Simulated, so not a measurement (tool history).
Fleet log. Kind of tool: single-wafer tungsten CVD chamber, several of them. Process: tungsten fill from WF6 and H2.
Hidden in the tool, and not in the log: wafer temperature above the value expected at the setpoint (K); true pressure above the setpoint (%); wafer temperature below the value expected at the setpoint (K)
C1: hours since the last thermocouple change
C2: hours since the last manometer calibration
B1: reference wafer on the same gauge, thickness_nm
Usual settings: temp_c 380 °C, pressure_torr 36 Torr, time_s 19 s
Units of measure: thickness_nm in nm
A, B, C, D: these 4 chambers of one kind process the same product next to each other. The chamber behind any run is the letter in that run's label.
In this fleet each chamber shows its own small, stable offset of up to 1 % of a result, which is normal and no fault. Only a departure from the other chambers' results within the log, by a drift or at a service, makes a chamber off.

run 1B day=0.212 | temp_c=380 pressure_torr=36 time_s=19 | C1=588.1 C2=1023.7 | B1=37.188 | thickness_nm=40.709
run 2A day=0.404 | temp_c=380 pressure_torr=36 time_s=19 | C1=1586.4 C2=888.1 | B1=37.176 | thickness_nm=41.118
run 3C day=0.562 | temp_c=380 pressure_torr=36 time_s=19 | C1=21.7 C2=22.1 | B1=37.175 | thickness_nm=40.927
run 4D day=0.821 | temp_c=380 pressure_torr=36 time_s=19 | C1=1092.1 C2=886.8 | B1=37.181 | thickness_nm=40.739
run 5A day=1.042 | temp_c=380 pressure_torr=36 time_s=19 | C1=1601.7 C2=903.4 | B1=37.162 | thickness_nm=41.069
run 6C day=1.171 | temp_c=380 pressure_torr=36 time_s=16 | C1=36.3 C2=36.7 | B1=37.173 | thickness_nm=34.385
run 7D day=1.446 | temp_c=380 pressure_torr=36 time_s=16 | C1=1107.1 C2=901.8 | B1=37.155 | thickness_nm=34.248
run 8B day=1.583 | temp_c=380 pressure_torr=36 time_s=16 | C1=621 C2=1056.6 | B1=37.138 | thickness_nm=34.16
run 9D day=1.85 | temp_c=380 pressure_torr=36 time_s=16 | C1=1116.8 C2=911.5 | B1=37.137 | thickness_nm=34.256
run 10B day=2.117 | temp_c=380 pressure_torr=36 time_s=19 | C1=633.8 C2=1069.4 | B1=37.124 | thickness_nm=40.622
run 11C day=2.25 | temp_c=380 pressure_torr=36 time_s=19 | C1=62.2 C2=62.6 | B1=37.139 | thickness_nm=40.816
run 12A day=2.512 | temp_c=380 pressure_torr=32.9 time_s=19 | C1=1637 C2=938.7 | B1=37.106 | thickness_nm=39.326
run 13D day=2.775 | temp_c=380 pressure_torr=32.9 time_s=19 | C1=1139 C2=933.7 | B1=37.117 | thickness_nm=38.969
run 14A day=2.988 | temp_c=380 pressure_torr=32.9 time_s=19 | C1=1648.4 C2=950.1 | B1=37.099 | thickness_nm=39.329
run 15C day=3.129 | temp_c=380 pressure_torr=32.9 time_s=19 | C1=83.3 C2=83.7 | B1=37.096 | thickness_nm=39.201
run 16B day=3.3 | temp_c=380 pressure_torr=36 time_s=19 | C1=662.2 C2=1097.8 | B1=37.09 | thickness_nm=40.511
run 17D day=3.479 | temp_c=380 pressure_torr=36 time_s=19 | C1=1155.9 C2=950.6 | B1=37.078 | thickness_nm=40.681
run 18C day=3.621 | temp_c=380 pressure_torr=36 time_s=19 | C1=95.1 C2=95.5 | B1=37.076 | thickness_nm=40.746
run 19A day=3.825 | temp_c=394 pressure_torr=36 time_s=16.1 | C1=1668.5 C2=970.2 | B1=37.066 | thickness_nm=45.431
run 20B day=3.975 | temp_c=394 pressure_torr=36 time_s=16.1 | C1=678.4 C2=1114 | B1=37.068 | thickness_nm=45.147
run 21D day=4.154 | temp_c=394 pressure_torr=36 time_s=16.1 | C1=1172.1 C2=966.8 | B1=37.059 | thickness_nm=45.215
run 22A day=4.454 | temp_c=394 pressure_torr=36 time_s=16.1 | C1=1683.6 C2=985.3 | B1=37.04 | thickness_nm=45.506
run 23C day=4.712 | temp_c=380 pressure_torr=36 time_s=19 | C1=121.3 C2=121.7 | B1=37.038 | thickness_nm=40.802
run 24B day=4.883 | temp_c=380 pressure_torr=36 time_s=19 | C1=700.2 C2=1135.8 | B1=37.034 | thickness_nm=40.463

Is one chamber out of step, is the gauge drifting, or do the chambers differ by no more than their own small offsets? For an off chamber, give its letter and the likeliest cause.

Gauge drift. The chambers move together only on paper, and none stands off.
Likeliest cause: gauge reads low (%) = 0.464.
